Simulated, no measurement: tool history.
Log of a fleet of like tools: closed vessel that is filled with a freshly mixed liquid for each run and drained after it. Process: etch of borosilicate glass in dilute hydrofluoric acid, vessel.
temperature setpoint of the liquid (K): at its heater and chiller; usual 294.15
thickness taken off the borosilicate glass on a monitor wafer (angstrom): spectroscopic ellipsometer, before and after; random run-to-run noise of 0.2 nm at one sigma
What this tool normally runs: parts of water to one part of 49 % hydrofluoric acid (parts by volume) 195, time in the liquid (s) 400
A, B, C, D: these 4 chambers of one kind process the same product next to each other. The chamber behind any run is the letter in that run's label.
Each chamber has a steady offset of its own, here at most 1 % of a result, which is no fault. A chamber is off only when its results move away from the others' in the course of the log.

| run | hour | temperature setpoint of the liquid (K) | parts of water to one part of 49 % hydrofluoric acid (parts by volume) | time in the liquid (s) | hours since the thermometer was replaced | hours since the hydrofluoric acid flow meter was replaced | read-back film thickness of the borosilicate glass reference wafer, read on the same gauge (nm) | thickness taken off the borosilicate glass on a monitor wafer (angstrom) |
|---|---|---|---|---|---|---|---|---|
| 1D | 3.7 | 294.15 | 195 | 400 | 182.2 | 1215.9 | 130.00 | 509.87 |
| 2A | 8.3 | 294.15 | 195 | 400 | 1472.1 | 993.9 | 130.03 | 516.97 |
| 3B | 15.2 | 294.15 | 195 | 400 | 2236.0 | 372.3 | 130.00 | 514.40 |
| 4C | 20.1 | 294.15 | 195 | 400 | 279.1 | 964.7 | 129.97 | 509.28 |
| 5A | 24.3 | 294.15 | 195 | 400 | 1488.1 | 1009.9 | 130.00 | 510.49 |
| 6D | 32.2 | 294.15 | 195 | 400 | 210.7 | 1244.4 | 130.01 | 506.76 |
| 7C | 35.8 | 294.15 | 195 | 400 | 294.8 | 980.4 | 129.98 | 503.94 |
| 8B | 42.8 | 294.15 | 195 | 400 | 2263.6 | 399.9 | 130.00 | 514.55 |
| 9B | 46.9 | 294.15 | 195 | 400 | 2267.7 | 404.0 | 130.02 | 515.27 |
| 10D | 52.0 | 294.15 | 195 | 480 | 230.5 | 1264.2 | 130.00 | 611.35 |
| 11A | 59.0 | 294.15 | 195 | 480 | 1522.8 | 1044.6 | 129.98 | 618.99 |
| 12C | 66.3 | 294.15 | 195 | 480 | 325.3 | 1010.9 | 129.99 | 609.46 |
| 13A | 70.1 | 294.15 | 195 | 480 | 1533.9 | 1055.7 | 129.97 | 616.38 |
| 14C | 78.0 | 294.15 | 195 | 400 | 337.0 | 1022.6 | 130.05 | 511.23 |
| 15B | 83.5 | 297.15 | 245 | 400 | 2304.3 | 440.6 | 130.02 | 435.53 |
| 16D | 91.1 | 297.15 | 245 | 400 | 269.6 | 1303.3 | 129.99 | 428.73 |
| 17B | 97.3 | 297.15 | 245 | 400 | 2318.1 | 454.4 | 130.04 | 437.08 |
| 18D | 103.5 | 297.15 | 245 | 400 | 282.0 | 1315.7 | 130.00 | 431.72 |
| 19C | 109.0 | 294.15 | 195 | 400 | 368.0 | 1053.6 | 129.99 | 514.25 |
| 20A | 116.2 | 294.15 | 195 | 400 | 1580.0 | 1101.8 | 130.01 | 515.83 |
| 21C | 121.3 | 294.15 | 195 | 400 | 380.3 | 1065.9 | 130.01 | 516.90 |
| 22D | 128.7 | 294.15 | 195 | 400 | 307.2 | 1340.9 | 129.99 | 508.39 |
| 23A | 133.5 | 294.15 | 195 | 400 | 1597.3 | 1119.1 | 130.00 | 514.89 |
| 24B | 137.2 | 297.15 | 195 | 325 | 2358.0 | 494.3 | 129.99 | 468.78 |
| 25D | 141.0 | 297.15 | 195 | 325 | 319.5 | 1353.2 | 129.99 | 463.51 |
| 26C | 147.8 | 297.15 | 195 | 325 | 406.8 | 1092.4 | 129.99 | 474.76 |
| 27B | 153.3 | 297.15 | 195 | 325 | 2374.1 | 510.4 | 130.05 | 468.52 |
| 28A | 157.3 | 294.15 | 195 | 400 | 1621.1 | 1142.9 | 129.97 | 513.19 |
| 29D | 162.6 | 294.15 | 195 | 400 | 341.1 | 1374.8 | 130.03 | 505.40 |
| 30A | 168.1 | 294.15 | 195 | 400 | 1631.9 | 1153.7 | 130.02 | 512.56 |
| 31B | 174.5 | 294.15 | 195 | 490 | 2395.3 | 531.6 | 129.98 | 629.16 |
| 32C | 182.6 | 294.15 | 195 | 490 | 441.6 | 1127.2 | 129.97 | 641.82 |
| 33D | 188.4 | 294.15 | 195 | 490 | 366.9 | 1400.6 | 129.98 | 622.57 |
| 34A | 195.9 | 294.15 | 195 | 490 | 1659.7 | 1181.5 | 130.01 | 631.41 |
| 35B | 202.7 | 294.15 | 195 | 400 | 2423.5 | 559.8 | 129.97 | 513.66 |
| 36C | 209.1 | 294.15 | 195 | 400 | 468.1 | 1153.7 | 129.98 | 524.24 |
| 37A | 212.6 | 294.15 | 195 | 400 | 1676.4 | 1198.2 | 129.99 | 512.68 |
| 38C | 220.1 | 294.15 | 195 | 400 | 479.1 | 1164.7 | 130.02 | 527.71 |
| 39B | 224.9 | 294.15 | 195 | 400 | 2445.7 | 582.0 | 130.00 | 516.12 |

What goes on in this fleet: one chamber off, a drifting gauge, or nothing beyond the chambers' own small offsets? Name the chamber and the cause, if any.

Chamber C drifts away from the others.
Most likely cause: hydrofluoric acid flow above the setpoint (%) = 3.69.
It could be hard to tell apart here from: liquid hotter than its thermometer reads (K).

Below are 4 candidate recipes for chamber C's next run, each the usual settings with a change, their results shown as question marks. Which of them brings C's results back in line with what the other chambers give on the usual settings?
Counts as in line when no further than this from what the other chambers average on the usual settings: thickness taken off the borosilicate glass on a monitor wafer (angstrom) 7.00
| 40C-1 | 230.6 | 294.15 | 195 | 385 |  |  |  | ? |
| 40C-2 | 230.6 | 295.65 | 195 | 400 |  |  |  | ? |
| 40C-3 | 230.6 | 295.15 | 195 | 400 |  |  |  | ? |
| 40C-4 | 230.6 | 294.15 | 205 | 400 |  |  |  | ? |

Usual-settings mean across the other chambers: thickness taken off the borosilicate glass on a monitor wafer (angstrom) 512.42
| run | thickness taken off the borosilicate glass on a monitor wafer (angstrom) |
|---|---|
| 40C-1 | 510.98 |
| 40C-2 | 561.95 |
| 40C-3 | 551.39 |
| 40C-4 | 500.34 |
40C-1 is the one that brings the chamber's results back in line with the other chambers.
